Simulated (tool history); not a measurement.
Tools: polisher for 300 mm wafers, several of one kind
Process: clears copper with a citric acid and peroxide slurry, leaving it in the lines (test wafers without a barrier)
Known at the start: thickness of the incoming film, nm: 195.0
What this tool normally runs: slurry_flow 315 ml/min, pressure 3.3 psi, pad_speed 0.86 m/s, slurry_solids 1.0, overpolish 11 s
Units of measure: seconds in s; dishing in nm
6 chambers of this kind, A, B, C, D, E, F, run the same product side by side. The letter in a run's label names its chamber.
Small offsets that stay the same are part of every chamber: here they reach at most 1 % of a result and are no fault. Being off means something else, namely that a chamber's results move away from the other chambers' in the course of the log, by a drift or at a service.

run,hour,slurry_flow,pressure,pad_speed,slurry_solids,overpolish,seconds,dishing
1C,13.6,315,3.3,0.86,1.0,11,94.558,16.9300
2F,27.9,315,3.3,0.86,1.0,11,94.983,16.9530
# hour 30.7: chamber F: slurry blender recalibrated
3E,34.6,315,3.3,0.86,1.0,11,94.693,17.4420
4B,45.0,315,3.3,0.86,1.0,11,94.139,17.3190
# hour 51.1: chamber D: head pressure recalibrated
5D,53.8,315,3.3,0.86,1.0,11,94.543,17.3090
# hour 57.6: chamber A: slurry blender recalibrated
# hour 60.7: chamber D: worn pad replaced by a new one
# hour 63.9: chamber E: slurry blender recalibrated
# hour 64.5: chamber F: worn pad replaced by a new one
6A,67.1,315,3.3,0.86,1.0,11,94.515,17.0630
# hour 71.4: chamber E: worn pad replaced by a new one
7B,76.4,315,3.3,0.86,1.0,11,93.152,17.2390
8C,85.8,315,3.3,0.86,1.0,11,94.733,17.0720
9E,94.7,315,3.3,0.86,1.0,11,95.089,17.1260
10D,102.9,315,3.3,0.86,1.0,11,94.399,16.7240
11F,116.1,315,3.3,0.86,1.0,11,93.091,17.3370
# hour 118.8: chamber B: worn pad replaced by a new one
# hour 121.5: chamber D: slurry blender recalibrated
12A,126.5,315,3.3,0.86,1.0,11,95.818,17.2690
13E,133.2,315,4.0,0.86,1.0,4,78.492,7.8617
14B,141.0,315,4.0,0.86,1.0,4,77.388,7.8202
# hour 145.1: chamber C: worn pad replaced by a new one
# hour 146.5: chamber E: slurry nozzle cleaned
15D,153.4,315,4.0,0.86,1.0,4,78.107,8.0376
# hour 161.8: chamber F: worn pad replaced by a new one
16A,168.4,315,4.0,0.86,1.0,4,78.626,7.7476
# hour 171.9: chamber A: slurry blender recalibrated
# hour 176.9: chamber E: slurry blender recalibrated
17F,180.4,315,4.0,0.86,1.0,4,79.088,7.6855
18C,188.0,315,4.0,0.86,1.0,4,79.267,7.8678
# hour 188.4: chamber A: worn pad replaced by a new one
19E,196.6,315,3.3,0.86,1.0,11,93.749,16.8300
20F,204.4,315,3.3,0.86,1.0,11,94.349,17.2170
# hour 215.1: chamber D: slurry nozzle cleaned
21D,215.4,315,3.3,0.86,1.0,11,92.702,16.7620
22B,222.3,315,3.3,0.86,1.0,11,95.358,17.2920
# hour 230.7: chamber E: worn pad replaced by a new one
# hour 232.5: chamber B: worn pad replaced by a new one
# hour 233.3: chamber B: slurry blender recalibrated
23A,236.6,315,3.3,0.86,0.8,11,101.300,16.6700
24C,247.3,315,3.3,0.86,0.8,11,99.034,16.2820
# hour 252.9: chamber D: slurry blender recalibrated
25B,260.5,315,3.3,0.86,0.8,11,99.996,16.8860
# hour 260.9: chamber D: worn pad replaced by a new one
# hour 269.3: chamber F: worn pad replaced by a new one
# hour 269.9: chamber F: slurry blender recalibrated
26F,274.4,315,3.3,0.86,0.8,11,101.000,17.0190
# hour 287.1: chamber A: slurry blender recalibrated
27D,288.2,315,3.3,0.86,0.8,11,100.380,16.0810
# hour 298.0: chamber C: head pressure recalibrated
# hour 298.8: chamber E: slurry blender recalibrated
28C,298.9,315,3.3,0.86,0.8,11,99.762,16.1580
# hour 300.8: chamber F: slurry nozzle cleaned
29A,313.2,315,3.3,0.86,1.0,11,96.706,17.1310
30E,327.5,315,3.3,0.86,1.0,11,93.014,17.0190
# hour 333.0: chamber C: worn pad replaced by a new one
31C,336.8,315,3.3,0.86,1.0,11,95.588,17.0180
32F,345.7,315,3.3,0.86,1.0,11,93.272,17.4140
33A,352.4,240,3.3,0.86,1.0,11,97.755,16.9500
34E,361.6,240,3.3,0.86,1.0,11,98.317,16.3800
# hour 363.4: chamber B: worn pad replaced by a new one
35D,375.3,240,3.3,0.86,1.0,11,96.162,16.8700
36B,382.6,240,3.3,0.86,1.0,11,97.236,16.6980
37C,391.3,240,3.3,0.86,1.0,11,96.302,16.8530
# hour 396.0: chamber D: slurry blender recalibrated
38E,400.8,240,3.3,0.86,1.0,11,100.130,16.8210
39D,412.6,315,3.3,0.86,1.0,11,94.857,17.1260

Has any chamber moved away from the others, gradually or after a service, or does the common gauge drift, or do the chambers differ only by their own small steady offsets? State the chamber and the most likely cause if one applies.

The fleet is healthy, with each chamber sitting at its usual small offset and no drift in the gauge.
